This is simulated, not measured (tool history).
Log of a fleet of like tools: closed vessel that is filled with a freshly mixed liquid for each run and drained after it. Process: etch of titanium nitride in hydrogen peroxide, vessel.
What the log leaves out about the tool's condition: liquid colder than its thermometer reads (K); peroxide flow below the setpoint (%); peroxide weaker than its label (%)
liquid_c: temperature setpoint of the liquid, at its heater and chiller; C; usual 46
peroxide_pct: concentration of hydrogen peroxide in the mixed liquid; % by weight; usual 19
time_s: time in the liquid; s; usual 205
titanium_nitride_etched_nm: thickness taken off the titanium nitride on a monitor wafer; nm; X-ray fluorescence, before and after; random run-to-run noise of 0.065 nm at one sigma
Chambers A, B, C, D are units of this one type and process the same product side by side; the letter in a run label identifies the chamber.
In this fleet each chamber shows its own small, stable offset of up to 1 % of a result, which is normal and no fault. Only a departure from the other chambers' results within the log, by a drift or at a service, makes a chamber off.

| run | hour | liquid_c | peroxide_pct | time_s | hours since the thermometer was replaced | hours since the peroxide flow meter was replaced | hours since the drum of peroxide was connected | read-back film thickness of the titanium nitride reference wafer, read on the same gauge (nm) | titanium_nitride_etched_nm |
|---|---|---|---|---|---|---|---|---|---|
| 1D | 4.1 | 46 | 19 | 205 | 1928.1 | 694.2 | 447.8 | 130.04 | 10.926 |
| 2B | 6.8 | 46 | 19 | 205 | 702.8 | 262.4 | 81.7 | 130.02 | 10.952 |
| 3C | 10.7 | 46 | 19 | 205 | 250.5 | 989.1 | 183.7 | 129.99 | 10.821 |
| 4A | 14.2 | 46 | 19 | 205 | 83.7 | 175.5 | 343.7 | 130.01 | 11.089 |
| 5A | 18.3 | 46 | 19 | 205 | 87.8 | 179.6 | 347.8 | 130.02 | 10.892 |
| 6D | 22.2 | 46 | 19 | 160 | 1946.2 | 712.3 | 465.9 | 129.99 | 8.4408 |
| 7C | 24.4 | 46 | 19 | 160 | 264.2 | 1002.8 | 197.4 | 129.99 | 8.4497 |
| 8B | 28 | 46 | 19 | 160 | 724 | 283.6 | 102.9 | 130.01 | 8.4598 |
| 9C | 30.1 | 46 | 19 | 160 | 269.9 | 1008.5 | 203.1 | 129.98 | 8.4448 |
| 10D | 33.1 | 46 | 19 | 205 | 1957.1 | 723.2 | 476.8 | 130.01 | 10.989 |
| 11B | 37.1 | 46 | 19 | 205 | 733.1 | 292.7 | 112 | 130.01 | 10.958 |
| 12A | 40.3 | 46 | 19 | 205 | 109.8 | 201.6 | 369.8 | 130.02 | 11.048 |
| 13D | 43.5 | 46 | 19 | 205 | 1967.5 | 733.6 | 487.2 | 130.03 | 11.074 |
| 14C | 46.1 | 46 | 19 | 205 | 285.9 | 1024.5 | 219.1 | 130 | 10.875 |
| 15A | 50.6 | 46 | 19 | 205 | 120.1 | 211.9 | 380.1 | 130.03 | 10.929 |
| 16B | 53.5 | 46 | 19 | 205 | 749.5 | 309.1 | 128.4 | 130 | 10.91 |
| 17A | 56 | 46 | 19 | 205 | 125.5 | 217.3 | 385.5 | 130.01 | 10.886 |
| 18D | 58.9 | 46 | 19 | 205 | 1982.9 | 749 | 502.6 | 129.99 | 10.912 |
| 19C | 63.7 | 46 | 19 | 205 | 303.5 | 1042.1 | 236.7 | 129.99 | 10.776 |
| 20B | 67.7 | 46 | 19 | 205 | 763.7 | 323.3 | 142.6 | 129.96 | 10.809 |
| 21D | 70.1 | 46 | 19 | 205 | 1994.1 | 760.2 | 513.8 | 129.98 | 10.968 |
| 22C | 72.3 | 46 | 19 | 205 | 312.1 | 1050.7 | 245.3 | 129.97 | 10.774 |
| 23A | 75 | 46 | 17 | 205 | 144.5 | 236.3 | 404.5 | 130.02 | 10.613 |
| 24B | 79.2 | 46 | 17 | 205 | 775.2 | 334.8 | 154.1 | 129.99 | 10.584 |
| 25B | 82.9 | 46 | 17 | 205 | 778.9 | 338.5 | 157.8 | 130.04 | 10.487 |
| 26C | 86.4 | 46 | 17 | 205 | 326.2 | 1064.8 | 259.4 | 129.97 | 10.552 |
| 27D | 89.6 | 46 | 19 | 205 | 2013.6 | 779.7 | 533.3 | 130.01 | 10.842 |
| 28A | 91.7 | 46 | 19 | 265 | 161.2 | 253 | 421.2 | 129.98 | 14.173 |
| 29B | 94.5 | 46 | 19 | 265 | 790.5 | 350.1 | 169.4 | 129.98 | 13.765 |
| 30A | 99.1 | 46 | 19 | 265 | 168.6 | 260.4 | 428.6 | 130.01 | 14.129 |
| 31D | 103.4 | 46 | 19 | 265 | 2027.4 | 793.5 | 547.1 | 129.99 | 14.034 |
| 32C | 107.4 | 46 | 19 | 205 | 347.2 | 1085.8 | 280.4 | 129.94 | 10.766 |
| 33C | 112.1 | 46 | 21 | 285 | 351.9 | 1090.5 | 285.1 | 129.96 | 15.349 |
| 34B | 114.7 | 46 | 21 | 285 | 810.7 | 370.3 | 189.6 | 130.03 | 14.931 |
| 35A | 117.6 | 46 | 21 | 285 | 187.1 | 278.9 | 447.1 | 130.01 | 15.412 |
| 36D | 120.1 | 46 | 21 | 285 | 2044.1 | 810.2 | 563.8 | 130.01 | 15.408 |
| 37D | 122.8 | 46 | 19 | 205 | 2046.8 | 812.9 | 566.5 | 130 | 10.811 |
| 38C | 125.8 | 46 | 19 | 205 | 365.6 | 1104.2 | 298.8 | 130.02 | 10.95 |
| 39B | 128.2 | 46 | 19 | 205 | 824.2 | 383.8 | 203.1 | 129.99 | 10.609 |
| 40A | 132.2 | 46 | 19 | 205 | 201.7 | 293.5 | 461.7 | 130.01 | 11.004 |
| 41B | 135.2 | 46 | 19 | 205 | 831.2 | 390.8 | 210.1 | 129.99 | 10.637 |
| 42C | 137.3 | 46 | 19 | 205 | 377.1 | 1115.7 | 310.3 | 130.03 | 10.88 |
| 43A | 140.5 | 46 | 19 | 205 | 210 | 301.8 | 470 | 129.97 | 10.999 |

Each of the 4 chambers runs these same settings next. Fill in every chamber's results:
| 44A | 144 | 46 | 14 | 205 |  |  |  |  | ? |
| 44B | 144 | 46 | 14 | 205 |  |  |  |  | ? |
| 44C | 144 | 46 | 14 | 205 |  |  |  |  | ? |
| 44D | 144 | 46 | 14 | 205 |  |  |  |  | ? |

| run | titanium_nitride_etched_nm |
|---|---|
| 44A | 10.241 |
| 44B | 9.8868 |
| 44C | 10.149 |
| 44D | 10.205 |
